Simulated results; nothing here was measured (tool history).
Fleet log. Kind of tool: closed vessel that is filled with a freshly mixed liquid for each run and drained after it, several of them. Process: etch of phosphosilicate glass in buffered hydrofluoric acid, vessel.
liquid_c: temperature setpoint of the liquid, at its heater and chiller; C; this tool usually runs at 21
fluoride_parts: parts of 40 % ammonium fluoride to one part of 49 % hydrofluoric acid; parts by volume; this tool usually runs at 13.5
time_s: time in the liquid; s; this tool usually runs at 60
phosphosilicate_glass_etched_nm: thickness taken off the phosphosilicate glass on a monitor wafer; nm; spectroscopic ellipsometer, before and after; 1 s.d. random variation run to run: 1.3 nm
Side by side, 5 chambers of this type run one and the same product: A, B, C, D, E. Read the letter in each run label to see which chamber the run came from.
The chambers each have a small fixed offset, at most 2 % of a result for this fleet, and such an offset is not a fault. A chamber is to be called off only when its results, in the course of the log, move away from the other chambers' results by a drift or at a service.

| run | day | liquid_c | fluoride_parts | time_s | hours since the thermometer was replaced | hours since the hydrofluoric acid flow meter was replaced | read-back film thickness of the phosphosilicate glass reference wafer, read on the same gauge (nm) | phosphosilicate_glass_etched_nm |
|---|---|---|---|---|---|---|---|---|
|  | 0.283 | chamber B: thermometer replaced |
| 1E | 0.400 | 21 | 13.5 | 60 | 1334.4 | 1619.9 | 109.99 | 159.760 |
| 2C | 1.004 | 21 | 13.5 | 60 | 273.9 | 366.1 | 110.02 | 164.890 |
| 3D | 1.600 | 21 | 13.5 | 60 | 195.4 | 52.9 | 109.98 | 162.410 |
| 4B | 2.008 | 21 | 13.5 | 60 | 41.4 | 67.3 | 110.00 | 158.790 |
| 5A | 2.612 | 21 | 13.5 | 60 | 1045.2 | 1205.5 | 110.03 | 164.070 |
| 6C | 3.004 | 21 | 13.5 | 60 | 321.9 | 414.1 | 110.02 | 165.160 |
| 7A | 3.517 | 21 | 13.5 | 60 | 1066.9 | 1227.2 | 110.04 | 167.000 |
| 8D | 4.179 | 21 | 13.5 | 60 | 257.3 | 114.8 | 110.02 | 161.090 |
| 9B | 4.558 | 21 | 13.5 | 60 | 102.6 | 128.5 | 110.01 | 159.670 |
| 10E | 5.221 | 21 | 13.5 | 60 | 1450.1 | 1735.6 | 109.98 | 160.070 |
| 11B | 5.683 | 21 | 18.5 | 60 | 129.6 | 155.5 | 110.00 | 118.890 |
| 12C | 6.138 | 21 | 18.5 | 60 | 397.1 | 489.3 | 109.94 | 120.740 |
| 13E | 6.700 | 21 | 18.5 | 60 | 1485.6 | 1771.1 | 110.03 | 118.820 |
| 14A | 7.067 | 21 | 18.5 | 60 | 1152.1 | 1312.4 | 109.98 | 123.550 |
| 15D | 7.729 | 21 | 18.5 | 60 | 342.5 | 200.0 | 109.94 | 121.010 |
| 16E | 8.375 | 21 | 13.5 | 60 | 1525.8 | 1811.3 | 110.00 | 163.250 |
| 17C | 8.771 | 21 | 13.5 | 60 | 460.3 | 552.5 | 110.06 | 164.940 |
| 18B | 9.433 | 21 | 13.5 | 60 | 219.6 | 245.5 | 109.96 | 159.180 |
| 19D | 10.029 | 21 | 13.5 | 60 | 397.7 | 255.2 | 109.97 | 163.330 |
| 20A | 10.592 | 21 | 8.5 | 60 | 1236.7 | 1397.0 | 109.98 | 258.680 |
| 21E | 11.000 | 21 | 8.5 | 60 | 1588.8 | 1874.3 | 109.96 | 250.900 |
| 22A | 11.567 | 21 | 8.5 | 60 | 1260.1 | 1420.4 | 109.99 | 262.300 |
| 23B | 12.033 | 21 | 8.5 | 60 | 282.0 | 307.9 | 110.02 | 245.780 |
| 24D | 12.479 | 21 | 8.5 | 60 | 456.5 | 314.0 | 109.97 | 254.850 |
| 25C | 12.908 | 21 | 13.5 | 60 | 559.6 | 651.8 | 109.97 | 163.740 |
| 26E | 13.392 | 21 | 13.5 | 60 | 1646.2 | 1931.7 | 110.03 | 164.190 |
| 27D | 13.992 | 18 | 13.5 | 35 | 492.8 | 350.3 | 109.97 | 82.119 |
| 28B | 14.654 | 18 | 13.5 | 35 | 344.9 | 370.8 | 110.00 | 78.197 |
|  | 14.971 | chamber E: hydrofluoric acid flow meter replaced |
| 29C | 15.333 | 18 | 13.5 | 35 | 617.8 | 710.0 | 110.03 | 79.829 |
| 30A | 15.879 | 18 | 13.5 | 35 | 1363.6 | 1523.9 | 110.01 | 85.388 |
| 31D | 16.321 | 18 | 13.5 | 35 | 548.7 | 406.2 | 109.97 | 80.635 |
| 32A | 16.921 | 21 | 13.5 | 60 | 1388.6 | 1548.9 | 110.06 | 175.680 |
| 33E | 17.317 | 21 | 13.5 | 80 | 1740.4 | 56.3 | 109.95 | 216.350 |
| 34B | 17.675 | 21 | 13.5 | 80 | 417.4 | 443.3 | 110.00 | 214.340 |
| 35C | 18.050 | 21 | 13.5 | 80 | 683.0 | 775.2 | 110.01 | 218.360 |
|  | 18.250 | chamber C: thermometer replaced |
| 36B | 18.575 | 21 | 13.5 | 80 | 439.0 | 464.9 | 109.95 | 212.810 |
| 37A | 19.062 | 21 | 13.5 | 80 | 1440.0 | 1600.3 | 109.99 | 238.350 |
| 38C | 19.492 | 21 | 13.5 | 60 | 29.8 | 809.8 | 109.99 | 164.800 |
| 39E | 19.925 | 21 | 13.5 | 60 | 1803.0 | 118.9 | 110.02 | 161.960 |
| 40D | 20.375 | 21 | 13.5 | 60 | 646.0 | 503.5 | 109.94 | 162.160 |
| 41A | 21.038 | 21 | 13.5 | 60 | 1487.4 | 1647.7 | 110.04 | 176.590 |
| 42C | 21.508 | 21 | 13.5 | 60 | 78.2 | 858.2 | 109.99 | 164.970 |
| 43B | 22.142 | 21 | 13.5 | 60 | 524.6 | 550.5 | 110.04 | 159.570 |
| 44E | 22.462 | 21 | 13.5 | 60 | 1863.9 | 179.8 | 110.00 | 160.910 |

Has any chamber moved away from the others, gradually or after a service, or does the common gauge drift, or do the chambers differ only by their own small steady offsets? State the chamber and the most likely cause if one applies.

Little by little, chamber A moves away from the other chambers.
Cause: hydrofluoric acid flow above the setpoint (%) = 9.13.
The log might look much the same if the cause were instead: liquid hotter than its thermometer reads (K).

Below are 4 candidate recipes for chamber A's next run, each the usual settings with a change, their results shown as question marks. Which of them brings A's results back in line with what the other chambers give on the usual settings?
Counts as in line when no further than this from what the other chambers average on the usual settings: phosphosilicate_glass_etched_nm 4.600 nm
| 45A-1 | 22.954 | 18.5 | 13.5 | 60 |  |  |  | ? |
| 45A-2 | 22.954 | 21.5 | 12.5 | 60 |  |  |  | ? |
| 45A-3 | 22.954 | 21.0 | 13.5 | 55 |  |  |  | ? |
| 45A-4 | 22.954 | 21.0 | 12.5 | 65 |  |  |  | ? |

Other chambers, usual settings, mean: phosphosilicate_glass_etched_nm 162.850 nm
| run | phosphosilicate_glass_etched_nm |
|---|---|
| 45A-1 | 155.520 |
| 45A-2 | 198.660 |
| 45A-3 | 164.290 |
| 45A-4 | 209.330 |
It is 45A-3 that realigns the chamber with its peers.
